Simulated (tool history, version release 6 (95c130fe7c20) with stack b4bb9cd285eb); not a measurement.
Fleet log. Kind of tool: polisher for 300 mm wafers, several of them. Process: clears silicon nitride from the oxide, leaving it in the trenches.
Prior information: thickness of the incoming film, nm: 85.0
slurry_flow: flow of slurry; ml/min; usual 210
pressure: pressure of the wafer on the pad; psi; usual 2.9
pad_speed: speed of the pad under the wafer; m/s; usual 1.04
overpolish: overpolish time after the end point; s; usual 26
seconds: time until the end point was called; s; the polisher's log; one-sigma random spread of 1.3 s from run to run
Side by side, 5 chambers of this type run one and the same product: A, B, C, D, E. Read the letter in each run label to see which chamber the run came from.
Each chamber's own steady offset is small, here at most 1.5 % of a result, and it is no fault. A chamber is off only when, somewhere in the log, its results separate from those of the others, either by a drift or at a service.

run    day  slurry_flow  pressure  pad_speed  overpolish  wafers polished on this pad  hours since the slurry nozzle was cleaned  hours since the head pressure was calibrated  seconds
 1C  0.138          210       2.9       1.04          26                          851                                      327.4                                         176.6   81.704
 2E  0.292          210       2.9       1.04          26                          111                                      728.7                                         959.6   81.369
 3A  0.508          210       2.9       1.04          26                          546                                      151.6                                         593.7   81.769
     0.546  -- chamber E: head pressure recalibrated
 4D  0.675          210       2.9       1.04          26                          865                                      178.2                                         377.1   83.801
 5B  0.829          210       2.9       1.04          26                          757                                      472.8                                         569.4   81.117
 6A  0.942          210       2.9       1.04          26                          629                                        162                                         604.1   81.341
 7C  1.162          210       2.9       1.04          26                         1047                                        352                                         201.2   82.171
 8D  1.412          210       2.9       1.04          26                         1007                                      195.9                                         394.8   82.822
     1.475  -- chamber C: worn pad replaced by a new one
 9B  1.562          210       2.9       1.04          26                          897                                      490.4                                           587   80.553
10E  1.746          210       2.9       1.04          26                          389                                      763.6                                          28.8   82.014
11C  1.954          210       2.9       1.04          26                           92                                        371                                         220.2    82.83
12D   2.15          210       2.9       1.04          26                         1148                                      213.6                                         412.5   85.644
13A  2.275          210       2.9       1.04          26                          884                                        194                                         636.1   77.088
     2.396  -- chamber B: worn pad replaced by a new one
14E  2.475          210       2.9       1.04          26                          529                                      781.1                                          46.3   81.739
15B  2.621          210       2.9       1.04          26                           43                                      515.8                                         612.4    82.74
     2.792  -- chamber E: worn pad replaced by a new one
16E  2.812          210       2.9       1.04          26                            4                                      789.2                                          54.4   82.085
     2.929  -- chamber D: worn pad replaced by a new one
17A  3.021          210       2.9       0.76          26                         1027                                      211.9                                           654   106.49
18D  3.229          210       2.9       0.76          26                           57                                      239.5                                         438.4   112.99
     3.238  -- chamber E: slurry nozzle cleaned
     3.308  -- chamber A: worn pad replaced by a new one
19C  3.479          210       2.9       0.76          26                          384                                      407.6                                         256.8   111.63
20B  3.596          210       2.9       0.76          26                          230                                      539.2                                         635.8   111.39
21B   3.85          210       2.9       0.76          26                          278                                      545.3                                         641.9   110.89
22D  4.083          210       2.9       1.04          26                          221                                        260                                         458.9   83.013
23E  4.217          210       2.9       1.04          26                          273                                       23.6                                          88.1   80.585
24A  4.383          210       2.9       1.04          26                          206                                      244.6                                         686.7   75.536
25C  4.625          210       2.9       1.04          26                          603                                      435.1                                         284.3   81.171
26E  4.808          210       2.9       1.04          26                          386                                       37.8                                         102.3   82.902
27B  4.958          210       2.9       1.04          26                          491                                      571.9                                         668.5   83.243
     5.025  -- chamber A: slurry nozzle cleaned
28C  5.158          210       2.9       1.04          26                          705                                      447.9                                         297.1   80.881
29A  5.367          280       2.1       1.04          26                          394                                        8.3                                         710.3   102.27
30D  5.558          280       2.1       1.04          26                          503                                      295.4                                         494.3   111.33
     5.708  -- chamber D: slurry nozzle cleaned
31E  5.767          280       2.1       1.04          26                          569                                       60.8                                         125.3   109.07
32B  5.929          280       2.1       1.04          26                          676                                      595.2                                         691.8   110.42
33D  6.071          280       2.1       1.04          26                          601                                        8.7                                         506.6   111.28
34C  6.204          210       2.9       1.04          26                          906                                        473                                         322.2   81.188
35A  6.342          210       2.9       1.04          26                          581                                       31.7                                         733.7   73.479
     6.388  -- chamber E: worn pad replaced by a new one
36E  6.479          210       2.9       1.04          26                           17                                       77.9                                         142.4   80.062

Is one chamber off against the others, does the gauge drift, or is nothing wrong? If a chamber is off, say which, and what the likeliest cause is.

Little by little, chamber A moves away from the other chambers.
What lies behind it: head's pressure above its setpoint, % = 10.2.

Here are 4 candidates for chamber A's next run, each the usual settings with a change, their results left as question marks. Which one brings its results back in line with what the others give on the usual settings?
In-line tolerance around the mean of the other chambers on the usual settings: seconds 4.6 s
37A-1  6.662          205       2.6       0.92          26                                                                                                                              ?
37A-2  6.662          210       2.9       1.16          26                                                                                                                              ?
37A-3  6.662          210       2.9       0.92          26                                                                                                                              ?
37A-4  6.662          215       3.2       1.16          26                                                                                                                              ?

Usual-settings mean across the other chambers: seconds 81.966 s
  run  seconds
37A-1   92.788
37A-2   65.595
37A-3   82.871
37A-4   59.235
Change 37A-3 lands the chamber within the allowed miss of the other chambers.
